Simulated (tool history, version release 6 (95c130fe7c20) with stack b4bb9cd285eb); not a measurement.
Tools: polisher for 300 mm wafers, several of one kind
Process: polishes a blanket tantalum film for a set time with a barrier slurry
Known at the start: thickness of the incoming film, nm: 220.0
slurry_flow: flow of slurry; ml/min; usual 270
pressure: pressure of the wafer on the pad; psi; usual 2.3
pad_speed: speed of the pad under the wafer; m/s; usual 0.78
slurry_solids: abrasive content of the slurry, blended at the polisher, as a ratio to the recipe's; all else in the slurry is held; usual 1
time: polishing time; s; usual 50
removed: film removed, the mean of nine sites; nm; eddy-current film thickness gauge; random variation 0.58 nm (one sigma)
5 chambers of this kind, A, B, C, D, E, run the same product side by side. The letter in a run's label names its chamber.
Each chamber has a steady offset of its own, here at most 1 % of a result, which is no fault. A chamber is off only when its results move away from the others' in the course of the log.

Run 1D, hour 10.8: usual settings. Result: removed 71.745 nm.
At hour 13.8: chamber C: worn pad replaced by a new one.
Run 2B, hour 25.6: usual settings. Result: removed 71.848 nm.
At hour 25.9: chamber B: worn pad replaced by a new one.
At hour 31.9: chamber D: worn pad replaced by a new one.
Run 3A, hour 40.2: usual settings. Result: removed 72.419 nm.
Run 4C, hour 52.5: usual settings. Result: removed 70.518 nm.
Run 5E, hour 59.4: usual settings. Result: removed 71.067 nm.
At hour 62: chamber E: worn pad replaced by a new one.
Run 6C, hour 73: usual settings. Result: removed 71.418 nm.
Run 7D, hour 83.7: usual settings. Result: removed 72.035 nm.
At hour 86.5: chamber E: slurry blender recalibrated.
At hour 87.9: chamber A: slurry nozzle cleaned.
At hour 91.1: chamber C: slurry blender recalibrated.
At hour 96.7: chamber B: slurry blender recalibrated.
Run 8E, hour 99.7: usual settings. Result: removed 71.66 nm.
Run 9A, hour 112.8: usual settings but pad_speed 0.96 m/s, slurry_solids 0.9. Result: removed 87.169 nm.
Run 10B, hour 124.3: usual settings but pad_speed 0.96 m/s, slurry_solids 0.9. Result: removed 85.252 nm.
At hour 131.3: chamber B: worn pad replaced by a new one.
Run 11C, hour 131.7: usual settings but pad_speed 0.96 m/s, slurry_solids 0.9. Result: removed 84.965 nm.
At hour 136.5: chamber C: worn pad replaced by a new one.
Run 12D, hour 146: usual settings but pad_speed 0.96 m/s, slurry_solids 0.9. Result: removed 85.116 nm.
At hour 156.1: chamber A: worn pad replaced by a new one.
Run 13E, hour 157: usual settings but pad_speed 0.96 m/s, slurry_solids 0.9. Result: removed 85.493 nm.
At hour 159.2: chamber D: slurry blender recalibrated.
Run 14B, hour 166.4: usual settings. Result: removed 71.571 nm.
At hour 178.3: chamber D: head pressure recalibrated.
Run 15A, hour 179.1: usual settings. Result: removed 72.287 nm.
Run 16A, hour 187.2: usual settings. Result: removed 72.221 nm.
At hour 194.8: chamber D: worn pad replaced by a new one.
Run 17E, hour 203.2: usual settings. Result: removed 70.58 nm.
At hour 207.9: chamber B: head pressure recalibrated.
At hour 210: chamber E: worn pad replaced by a new one.
Run 18D, hour 217.2: usual settings but slurry_solids 1.1, time 33 s. Result: removed 48.284 nm.
Run 19C, hour 233: usual settings but slurry_solids 1.1, time 33 s. Result: removed 48.202 nm.
At hour 238.6: chamber C: slurry nozzle cleaned.
At hour 238.8: chamber B: worn pad replaced by a new one.
Run 20B, hour 244.1: usual settings but slurry_solids 1.1, time 33 s. Result: removed 48.546 nm.
Run 21D, hour 258.4: usual settings but slurry_solids 1.1, time 33 s. Result: removed 48.055 nm.
Run 22C, hour 267.7: usual settings but slurry_solids 1.1, time 33 s. Result: removed 47.776 nm.
At hour 281.5: chamber C: worn pad replaced by a new one.
Run 23B, hour 282.4: usual settings. Result: removed 71.988 nm.
At hour 286.1: chamber B: slurry nozzle cleaned.
At hour 288.2: chamber A: slurry nozzle cleaned.
Run 24A, hour 297.2: usual settings but pad_speed 0.9 m/s. Result: removed 83.158 nm.
At hour 297.9: chamber A: slurry blender recalibrated.
Run 25E, hour 310.5: usual settings but pad_speed 0.9 m/s. Result: removed 82.552 nm.
Run 26A, hour 321.7: usual settings but pad_speed 0.9 m/s. Result: removed 83.926 nm.
At hour 322.3: chamber A: worn pad replaced by a new one.
Run 27E, hour 330.3: usual settings but pad_speed 0.9 m/s. Result: removed 81.937 nm.
At hour 331.7: chamber E: worn pad replaced by a new one.
At hour 336: chamber B: worn pad replaced by a new one.
Run 28B, hour 343.4: usual settings but pad_speed 0.9 m/s. Result: removed 83.337 nm.
Run 29D, hour 355: usual settings. Result: removed 70.621 nm.
Run 30C, hour 367.9: usual settings. Result: removed 71.601 nm.
At hour 379.5: chamber B: slurry blender recalibrated.
Run 31E, hour 381: usual settings. Result: removed 71.526 nm.
Run 32A, hour 388.9: usual settings. Result: removed 72.206 nm.
At hour 399.6: chamber D: worn pad replaced by a new one.
Run 33C, hour 400.4: usual settings. Result: removed 70.684 nm.
At hour 405.5: chamber E: slurry nozzle cleaned.
Run 34B, hour 416: usual settings. Result: removed 70.9 nm.
Run 35D, hour 430.8: usual settings. Result: removed 69.156 nm.
At hour 430.9: chamber C: worn pad replaced by a new one.
At hour 439.8: chamber B: worn pad replaced by a new one.
Run 36E, hour 441.5: usual settings but pad_speed 0.62 m/s. Result: removed 56.949 nm.
Run 37A, hour 451.7: usual settings but pad_speed 0.62 m/s. Result: removed 57.671 nm.
At hour 454.1: chamber C: slurry blender recalibrated.
Run 38B, hour 461.5: usual settings but pad_speed 0.62 m/s. Result: removed 57.026 nm.
Run 39D, hour 471: usual settings but pad_speed 0.62 m/s. Result: removed 55.065 nm.
Run 40C, hour 482.8: usual settings but pad_speed 0.62 m/s. Result: removed 56.838 nm.

Is one chamber off against the others, does the gauge drift, or is nothing wrong? If a chamber is off, say which, and what the likeliest cause is.

Chamber D drifts away from the others.
Cause: slurry flow missing at the pad, % = 32.4.

Here are 4 candidates for chamber D's next run, each the usual settings with a change, their results left as question marks. Which one brings its results back in line with what the others give on the usual settings?
In line means no further than this from the other chambers' mean on the usual settings: removed 2 nm
Run 41D-1, hour 494.3: usual settings but time 48 s. Result: removed ?.
Run 41D-2, hour 494.3: usual settings but slurry_flow 275 ml/min, time 54 s. Result: removed ?.
Run 41D-3, hour 494.3: usual settings but pad_speed 0.8 m/s, time 51 s. Result: removed ?.
Run 41D-4, hour 494.3: usual settings but pressure 2.2 psi, pad_speed 0.76 m/s, time 49 s. Result: removed ?.

The other chambers' mean on the usual settings: removed 71.614 nm
  run  removed
41D-1   66.066
41D-2   74.514
41D-3   71.998
41D-4   62.817
41D-3 brings the chamber back in line.
